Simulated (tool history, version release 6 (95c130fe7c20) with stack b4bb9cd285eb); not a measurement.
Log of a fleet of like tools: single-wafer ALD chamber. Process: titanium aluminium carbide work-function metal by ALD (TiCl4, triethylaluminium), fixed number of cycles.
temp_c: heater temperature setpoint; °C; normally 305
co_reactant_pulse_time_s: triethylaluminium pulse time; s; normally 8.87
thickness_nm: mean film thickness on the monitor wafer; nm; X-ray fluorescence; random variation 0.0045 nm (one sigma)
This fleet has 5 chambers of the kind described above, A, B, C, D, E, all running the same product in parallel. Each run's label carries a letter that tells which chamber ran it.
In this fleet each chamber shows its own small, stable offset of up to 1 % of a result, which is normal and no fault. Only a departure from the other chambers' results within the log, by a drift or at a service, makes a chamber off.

| run | hour | temp_c | co_reactant_pulse_time_s | read-back reference wafer on the same gauge, thickness_nm | thickness_nm |
|---|---|---|---|---|---|
| 1C | 4.1 | 305 | 8.87 | 2.1705 | 2.0077 |
| 2D | 8.1 | 305 | 8.87 | 2.17 | 2.0287 |
| 3E | 12.9 | 305 | 8.87 | 2.1699 | 1.9944 |
| 4A | 16.7 | 305 | 8.87 | 2.17 | 2.035 |
| 5B | 22.5 | 305 | 8.87 | 2.1697 | 2.0308 |
| 6C | 26.5 | 305 | 8.87 | 2.1698 | 2.0021 |
| 7A | 32.2 | 305 | 8.87 | 2.1705 | 2.0281 |
| 8E | 37.1 | 305 | 8.87 | 2.1701 | 2.0006 |
| 9D | 43 | 305 | 8.87 | 2.17 | 2.0265 |
| 10B | 49.2 | 305 | 8.87 | 2.1699 | 2.0374 |
| 11C | 52.6 | 305 | 8.87 | 2.1696 | 2.0046 |
| 12E | 59.3 | 305 | 8.87 | 2.1708 | 2.005 |
| 13D | 62.2 | 296 | 10.76 | 2.1704 | 1.9893 |
| 14A | 66.8 | 296 | 10.76 | 2.1692 | 1.9912 |
|  | 71.2 | chamber D: thermocouple changed; heater temperature recalibrated |
| 15B | 71.5 | 296 | 10.76 | 2.1696 | 1.9934 |
| 16C | 76.9 | 296 | 10.76 | 2.1698 | 1.9764 |
| 17A | 81.4 | 296 | 10.76 | 2.1705 | 1.9958 |
| 18D | 87.7 | 305 | 8.87 | 2.1713 | 2.0554 |
| 19B | 92.9 | 305 | 8.87 | 2.1713 | 2.028 |
|  | 93.7 | chamber D: triethylaluminium bottle replaced |
| 20E | 99.5 | 310 | 8.87 | 2.1709 | 2.0406 |
| 21C | 104.7 | 310 | 8.87 | 2.1701 | 2.0489 |
| 22A | 108 | 310 | 8.87 | 2.1697 | 2.078 |
| 23B | 112.5 | 310 | 8.87 | 2.1701 | 2.0753 |
| 24E | 117.1 | 310 | 8.87 | 2.1705 | 2.038 |
| 25D | 123.1 | 305 | 8.87 | 2.1719 | 2.0616 |
| 26C | 128.7 | 305 | 8.87 | 2.1706 | 2.0092 |
| 27A | 132.5 | 305 | 8.87 | 2.1695 | 2.0287 |
| 28D | 138.4 | 299 | 8.87 | 2.1698 | 1.9938 |
| 29E | 145 | 299 | 8.87 | 2.1698 | 1.9515 |
| 30B | 151.3 | 299 | 8.87 | 2.1704 | 1.976 |
| 31A | 157 | 299 | 8.87 | 2.1696 | 1.9747 |
| 32D | 161.8 | 299 | 8.87 | 2.1695 | 2 |
| 33C | 167.9 | 305 | 8.87 | 2.1717 | 2.0015 |
| 34E | 171.5 | 305 | 8.87 | 2.1699 | 2 |
| 35B | 174.9 | 305 | 8.87 | 2.1689 | 2.0217 |
| 36D | 178.8 | 305 | 8.87 | 2.1699 | 2.0521 |
| 37B | 184.4 | 299 | 8.87 | 2.1707 | 1.9723 |
| 38C | 187.6 | 299 | 8.87 | 2.1688 | 1.957 |
| 39A | 190.5 | 299 | 8.87 | 2.1693 | 1.9789 |
| 40E | 197.2 | 299 | 8.87 | 2.171 | 1.954 |
| 41A | 203.3 | 299 | 8.87 | 2.1706 | 1.965 |

For the next run the whole fleet of 5 chambers uses the same settings. Give each chamber's results:
| 42A | 208.1 | 305 | 8.87 |  | ? |
| 42B | 208.1 | 305 | 8.87 |  | ? |
| 42C | 208.1 | 305 | 8.87 |  | ? |
| 42D | 208.1 | 305 | 8.87 |  | ? |
| 42E | 208.1 | 305 | 8.87 |  | ? |

| run | thickness_nm |
|---|---|
| 42A | 2.0231 |
| 42B | 2.0294 |
| 42C | 2.0068 |
| 42D | 2.0473 |
| 42E | 1.999 |
